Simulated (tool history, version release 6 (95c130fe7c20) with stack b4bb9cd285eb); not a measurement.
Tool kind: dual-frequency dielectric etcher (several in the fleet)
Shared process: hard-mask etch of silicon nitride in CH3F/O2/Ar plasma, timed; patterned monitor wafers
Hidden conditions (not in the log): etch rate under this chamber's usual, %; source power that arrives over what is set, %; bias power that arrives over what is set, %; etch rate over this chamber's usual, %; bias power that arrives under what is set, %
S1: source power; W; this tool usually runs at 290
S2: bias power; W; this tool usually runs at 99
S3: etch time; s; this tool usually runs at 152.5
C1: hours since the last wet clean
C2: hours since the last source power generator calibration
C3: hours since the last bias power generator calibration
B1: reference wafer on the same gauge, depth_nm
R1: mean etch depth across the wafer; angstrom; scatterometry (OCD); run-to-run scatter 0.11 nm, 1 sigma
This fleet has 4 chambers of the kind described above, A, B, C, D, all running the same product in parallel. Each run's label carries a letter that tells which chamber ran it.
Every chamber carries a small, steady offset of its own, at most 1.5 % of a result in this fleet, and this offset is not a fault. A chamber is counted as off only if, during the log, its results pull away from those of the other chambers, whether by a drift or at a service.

| run | hour | S1 | S2 | S3 | C1 | C2 | C3 | B1 | R1 |
|---|---|---|---|---|---|---|---|---|---|
| 1B | 7.8 | 290 | 99 | 152.5 | 354.4 | 1611.1 | 2364.7 | 98.004 | 1064.4 |
| 2A | 17.1 | 290 | 99 | 152.5 | 415.9 | 1156.4 | 609.1 | 98.031 | 1048.4 |
| 3C | 22.3 | 290 | 99 | 152.5 | 277 | 716.5 | 1466.6 | 98.023 | 1051.4 |
| 4D | 27.9 | 290 | 99 | 152.5 | 178.8 | 59.3 | 754.3 | 98.065 | 1050.9 |
| 5A | 35.3 | 290 | 99 | 152.5 | 434.1 | 1174.6 | 627.3 | 98.05 | 1050.4 |
|  | 40.4 | chamber A: wet clean of the chamber |
| 6B | 41.9 | 290 | 99 | 152.5 | 388.5 | 1645.2 | 2398.8 | 98.039 | 1065.2 |
| 7C | 48.6 | 250 | 108 | 152.5 | 303.3 | 742.8 | 1492.9 | 98.064 | 1030.8 |
| 8D | 57.3 | 250 | 108 | 152.5 | 208.2 | 88.7 | 783.7 | 98.112 | 1030 |
| 9B | 62.7 | 250 | 108 | 152.5 | 409.3 | 1666 | 2419.6 | 98.078 | 1044.6 |
| 10D | 73.2 | 250 | 108 | 152.5 | 224.1 | 104.6 | 799.6 | 98.086 | 1029.3 |
|  | 76.7 | chamber C: wet clean of the chamber |
| 11C | 79.1 | 290 | 99 | 152.5 | 2.4 | 773.3 | 1523.4 | 98.086 | 1052.6 |
|  | 84.3 | chamber B: wet clean of the chamber |
| 12A | 87.9 | 290 | 99 | 152.5 | 47.6 | 1227.2 | 679.9 | 98.123 | 1051.7 |
| 13A | 94.7 | 290 | 99 | 152.5 | 54.4 | 1234 | 686.7 | 98.136 | 1049.8 |
| 14B | 101.8 | 290 | 99 | 152.5 | 17.5 | 1705.1 | 2458.7 | 98.127 | 1066.9 |
| 15C | 110.5 | 290 | 99 | 152.5 | 33.8 | 804.7 | 1554.8 | 98.164 | 1051.4 |
| 16D | 117.6 | 290 | 99 | 152.5 | 268.5 | 149 | 844 | 98.175 | 1051.7 |
| 17B | 124.2 | 290 | 99 | 152.5 | 39.9 | 1727.5 | 2481.1 | 98.163 | 1067 |
| 18A | 133 | 290 | 99 | 152.5 | 92.7 | 1272.3 | 725 | 98.215 | 1049.8 |
| 19D | 140 | 290 | 99 | 152.5 | 290.9 | 171.4 | 866.4 | 98.192 | 1051.7 |
| 20C | 146.7 | 290 | 99 | 152.5 | 70 | 840.9 | 1591 | 98.203 | 1054.9 |
| 21D | 152.5 | 290 | 99 | 152.5 | 303.4 | 183.9 | 878.9 | 98.207 | 1051.7 |
| 22C | 160.4 | 290 | 110 | 110.5 | 83.7 | 854.6 | 1604.7 | 98.234 | 792.6 |
| 23A | 167 | 290 | 110 | 110.5 | 126.7 | 1306.3 | 759 | 98.227 | 792.84 |
| 24B | 175.7 | 290 | 110 | 110.5 | 91.4 | 1779 | 2532.6 | 98.245 | 805.27 |
| 25A | 182.7 | 290 | 110 | 110.5 | 142.4 | 1322 | 774.7 | 98.261 | 794.07 |
| 26C | 191.3 | 290 | 99 | 152.5 | 114.6 | 885.5 | 1635.6 | 98.251 | 1055.1 |
| 27D | 201.3 | 290 | 99 | 152.5 | 352.2 | 232.7 | 927.7 | 98.292 | 1054.8 |
| 28B | 209.7 | 290 | 109 | 135.5 | 125.4 | 1813 | 2566.6 | 98.277 | 984.43 |
| 29D | 218.4 | 290 | 109 | 135.5 | 369.3 | 249.8 | 944.8 | 98.299 | 969.62 |
| 30A | 224.9 | 290 | 109 | 135.5 | 184.6 | 1364.2 | 816.9 | 98.3 | 967.76 |
| 31C | 234.1 | 290 | 109 | 135.5 | 157.4 | 928.3 | 1678.4 | 98.321 | 971.93 |
| 32B | 240.4 | 290 | 99 | 134 | 156.1 | 1843.7 | 2597.3 | 98.313 | 937.91 |
| 33C | 248 | 290 | 99 | 134 | 171.3 | 942.2 | 1692.3 | 98.335 | 927.65 |
| 34A | 256.9 | 290 | 99 | 134 | 216.6 | 1396.2 | 848.9 | 98.343 | 924.69 |
| 35D | 263.8 | 290 | 99 | 134 | 414.7 | 295.2 | 990.2 | 98.359 | 924.68 |
|  | 267 | chamber D: wet clean of the chamber |
| 36B | 271 | 290 | 99 | 152.5 | 186.7 | 1874.3 | 2627.9 | 98.4 | 1070.2 |
| 37D | 276.9 | 290 | 99 | 152.5 | 9.9 | 308.3 | 1003.3 | 98.379 | 1051.6 |
| 38A | 288.2 | 290 | 99 | 152.5 | 247.9 | 1427.5 | 880.2 | 98.386 | 1053.9 |
| 39C | 293.3 | 290 | 99 | 152.5 | 216.6 | 987.5 | 1737.6 | 98.407 | 1056.5 |

One chamber off, gauge drift, or nothing amiss beyond the chambers' own small offsets? If it is a chamber, which one, and what is the likeliest cause?

It is the gauge, not a chamber: its drift shows up in every chamber's results at once, and no chamber is off.
Most likely cause: gauge reads high (%) = 0.421.
